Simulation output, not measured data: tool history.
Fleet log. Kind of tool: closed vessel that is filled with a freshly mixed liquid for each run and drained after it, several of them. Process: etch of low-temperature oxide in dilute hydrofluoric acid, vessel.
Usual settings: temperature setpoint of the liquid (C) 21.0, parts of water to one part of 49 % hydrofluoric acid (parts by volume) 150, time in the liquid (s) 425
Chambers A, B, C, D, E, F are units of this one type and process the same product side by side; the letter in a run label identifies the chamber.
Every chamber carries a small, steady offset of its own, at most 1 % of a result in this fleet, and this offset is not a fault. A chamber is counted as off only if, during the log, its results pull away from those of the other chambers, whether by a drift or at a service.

run,hour,temperature setpoint of the liquid (C),parts of water to one part of 49 % hydrofluoric acid (parts by volume),time in the liquid (s),hours since the thermometer was replaced,hours since the hydrofluoric acid flow meter was replaced,"read-back film thickness of the low-temperature oxide reference wafer, read on the same gauge (nm)",thickness taken off the low-temperature oxide on a monitor wafer (nm)
# hour 7.8: chamber D: hydrofluoric acid flow meter replaced
1A,11.7,21.0,150,425,401.9,141.3,130.00,36.427
2D,24.9,21.0,150,425,649.7,17.1,129.99,36.338
3E,31.8,21.0,150,425,849.0,600.1,130.00,35.809
4B,41.0,21.0,150,425,2309.3,771.9,130.00,36.226
5C,51.7,21.0,150,425,1483.2,198.3,130.00,36.164
6F,60.4,23.0,150,590,450.7,542.6,129.98,54.786
7B,72.9,23.0,150,590,2341.2,803.8,129.99,54.520
8A,79.2,23.0,150,590,469.4,208.8,130.00,54.703
9D,92.6,23.0,150,590,717.4,84.8,130.01,54.591
10C,105.0,23.0,150,590,1536.5,251.6,130.00,54.581
11F,111.7,23.0,150,590,502.0,593.9,129.99,54.741
12E,120.7,21.0,150,425,937.9,689.0,130.01,35.871
13E,131.0,21.0,150,425,948.2,699.3,130.00,35.672
# hour 141.4: chamber B: thermometer replaced
14A,141.6,21.0,150,425,531.8,271.2,129.97,36.367
15F,151.7,21.0,195,425,542.0,633.9,130.00,26.920
16B,162.7,21.0,195,425,21.3,893.6,129.98,26.508
17C,175.8,21.0,195,425,1607.3,322.4,129.99,26.599
18D,189.2,21.0,195,425,814.0,181.4,129.99,26.726
19C,197.0,21.0,195,425,1628.5,343.6,130.00,26.728
20D,203.3,21.0,195,425,828.1,195.5,129.99,26.642
21B,212.8,18.0,185,425,71.4,943.7,130.02,25.157
22A,219.2,18.0,185,425,609.4,348.8,130.01,25.295
23E,225.4,18.0,185,425,1042.6,793.7,130.00,24.477
24F,232.1,18.0,185,425,622.4,714.3,129.99,25.472
25D,243.1,18.0,185,425,867.9,235.3,130.01,25.239
26E,250.5,18.0,185,425,1067.7,818.8,130.00,24.279
27F,261.3,21.0,150,425,651.6,743.5,130.00,36.600
# hour 269.9: chamber F: thermometer replaced
28A,272.8,21.0,150,425,663.0,402.4,130.00,36.142
29B,279.8,21.0,150,425,138.4,1010.7,130.00,36.239
30C,290.1,21.0,150,425,1721.6,436.7,130.00,36.468
31D,298.1,21.0,150,425,922.9,290.3,130.00,36.474
32F,311.4,17.0,225,425,41.5,793.6,129.99,19.280
33B,321.0,17.0,225,425,179.6,1051.9,130.01,19.006
34E,327.1,17.0,225,425,1144.3,895.4,130.01,18.360
35C,336.0,17.0,225,425,1767.5,482.6,129.99,19.286
36A,344.2,17.0,225,425,734.4,473.8,130.00,19.257
37D,351.6,17.0,225,425,976.4,343.8,130.01,19.322
38E,362.8,21.0,150,425,1180.0,931.1,129.99,34.565
39B,374.1,21.0,150,425,232.7,1105.0,129.98,36.339
40A,383.1,21.0,150,425,773.3,512.7,129.99,36.326
# hour 390.2: chamber C: thermometer replaced
41F,391.8,21.0,150,425,121.9,874.0,130.00,36.598
42C,400.5,23.5,150,425,10.3,547.1,130.00,39.889

Decide between three cases: one chamber stands off from its peers, the gauge reading all wafers drifts, or nothing is wrong past each chamber's small offset. Where a chamber is off, say which and what most likely put it there.

It is chamber E that slowly wanders off from its peers.
Cause: hydrofluoric acid flow below the setpoint (%) = 4.27.
With only this log, it may be confused with: liquid colder than its thermometer reads (K).

Chamber E could run next with any of the 4 candidate recipes listed below; each alters the usual settings, and their results appear as question marks. Which one brings its results back in line with what the other chambers deliver on the usual settings?
Allowed miss from the other chambers' usual-settings mean, per result, to count as in line: thickness taken off the low-temperature oxide on a monitor wafer (nm) 0.470
43E-1,410.3,21.0,155,415,,,,?
43E-2,410.3,21.0,150,475,,,,?
43E-3,410.3,21.0,165,425,,,,?
43E-4,410.3,21.0,150,455,,,,?

On the usual settings, the other chambers give on average: thickness taken off the low-temperature oxide on a monitor wafer (nm) 36.344
run,thickness taken off the low-temperature oxide on a monitor wafer (nm)
43E-1,31.991
43E-2,38.042
43E-3,30.448
43E-4,36.440
The answer is 43E-4, which returns the chamber to within the allowed miss of the others.

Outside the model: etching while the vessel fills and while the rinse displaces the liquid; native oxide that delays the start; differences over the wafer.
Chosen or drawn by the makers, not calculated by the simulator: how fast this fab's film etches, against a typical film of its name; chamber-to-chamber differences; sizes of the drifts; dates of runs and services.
